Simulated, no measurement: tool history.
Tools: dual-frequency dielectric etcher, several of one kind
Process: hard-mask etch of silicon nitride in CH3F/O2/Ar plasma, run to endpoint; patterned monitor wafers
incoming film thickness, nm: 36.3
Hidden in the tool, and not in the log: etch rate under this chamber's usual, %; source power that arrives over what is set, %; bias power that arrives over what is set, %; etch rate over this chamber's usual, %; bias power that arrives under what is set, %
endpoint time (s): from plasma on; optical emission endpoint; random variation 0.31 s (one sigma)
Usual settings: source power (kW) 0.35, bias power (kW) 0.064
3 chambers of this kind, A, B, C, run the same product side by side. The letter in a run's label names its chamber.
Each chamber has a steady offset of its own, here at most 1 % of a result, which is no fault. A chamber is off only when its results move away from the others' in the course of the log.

run	hour	source power (kW)	bias power (kW)	hours since the last wet clean	hours since the last source power generator calibration	hours since the last bias power generator calibration	endpoint time (s)
1B	5.8	0.35	0.064	367.3	1247.4	229.9	57.051
2C	11.4	0.35	0.064	179.7	1130.6	4315.5	58.27
3A	18.8	0.35	0.064	298.5	694.9	691.7	58.187
4C	23.5	0.35	0.064	191.8	1142.7	4327.6	57.488
5A	28.5	0.28	0.064	308.2	704.6	701.4	62.686
6B	35.2	0.28	0.064	396.7	1276.8	259.3	62.05
7A	39.6	0.28	0.064	319.3	715.7	712.5	63.059
8C	44.5	0.35	0.064	212.8	1163.7	4348.6	58.167
9B	48.2	0.35	0.064	409.7	1289.8	272.3	57.155
10A	53.6	0.35	0.064	333.3	729.7	726.5	58.596
11C	57.6	0.35	0.064	225.9	1176.8	4361.7	57.75
12B	62	0.35	0.064	423.5	1303.6	286.1	57.019
13A	67.9	0.35	0.064	347.6	744	740.8	57.966
14C	75.3	0.35	0.064	243.6	1194.5	4379.4	57.807
15B	80	0.35	0.064	441.5	1321.6	304.1	57.426
16A	86.3	0.26	0.072	366	762.4	759.2	62.171
17B	91	0.26	0.072	452.5	1332.6	315.1	61.492
18C	95	0.26	0.072	263.3	1214.2	4399.1	62.421
19A	98.8	0.35	0.064	378.5	774.9	771.7	58.272
20C	103.9	0.35	0.064	272.2	1223.1	4408	58.313
21B	110.8	0.35	0.064	472.3	1352.4	334.9	57.29
22A	115.7	0.35	0.064	395.4	791.8	788.6	58.184
23C	121.5	0.35	0.064	289.8	1240.7	4425.6	57.682
24B	125.9	0.35	0.064	487.4	1367.5	350	56.837
25B	132.2	0.43	0.076	493.7	1373.8	356.3	50.165
26A	139.8	0.43	0.076	419.5	815.9	812.7	51.273
27C	144.7	0.43	0.076	313	1263.9	4448.8	50.623
28C	148.6	0.35	0.064	316.9	1267.8	4452.7	57.451
29A	156	0.35	0.064	435.7	832.1	828.9	59.453
30B	159.7	0.35	0.064	521.2	1401.3	383.8	57.084
31B	164.5	0.35	0.064	526	1406.1	388.6	57.137
32C	169.8	0.35	0.064	338.1	1289	4473.9	57.811
33A	175.4	0.35	0.064	455.1	851.5	848.3	59.925
34B	181	0.35	0.064	542.5	1422.6	405.1	56.817
35A	185.2	0.35	0.064	464.9	861.3	858.1	60.072
36C	189.3	0.35	0.064	357.6	1308.5	4493.4	58.029
37B	193.1	0.35	0.064	554.6	1434.7	417.2	57.309
38A	200.1	0.35	0.064	479.8	876.2	873	60.733
39C	205.9	0.35	0.064	374.2	1325.1	4510	57.324
40C	213.1	0.35	0.064	381.4	1332.3	4517.2	57.497
41B	218.3	0.35	0.064	579.8	1459.9	442.4	57.112
# hour 223.9: chamber B: wet clean of the chamber
42A	224.2	0.35	0.064	503.9	900.3	897.1	60.964
43C	229.6	0.35	0.064	397.9	1348.8	4533.7	57.797
44B	233.9	0.35	0.064	10	1475.5	458	57.032

All 3 chambers run these settings next. Forecast each chamber's results:
45A	239.3	0.26	0.064				?
45B	239.3	0.26	0.064				?
45C	239.3	0.26	0.064				?

run	endpoint time (s)
45A	68.162
45B	63.42
45C	64.336
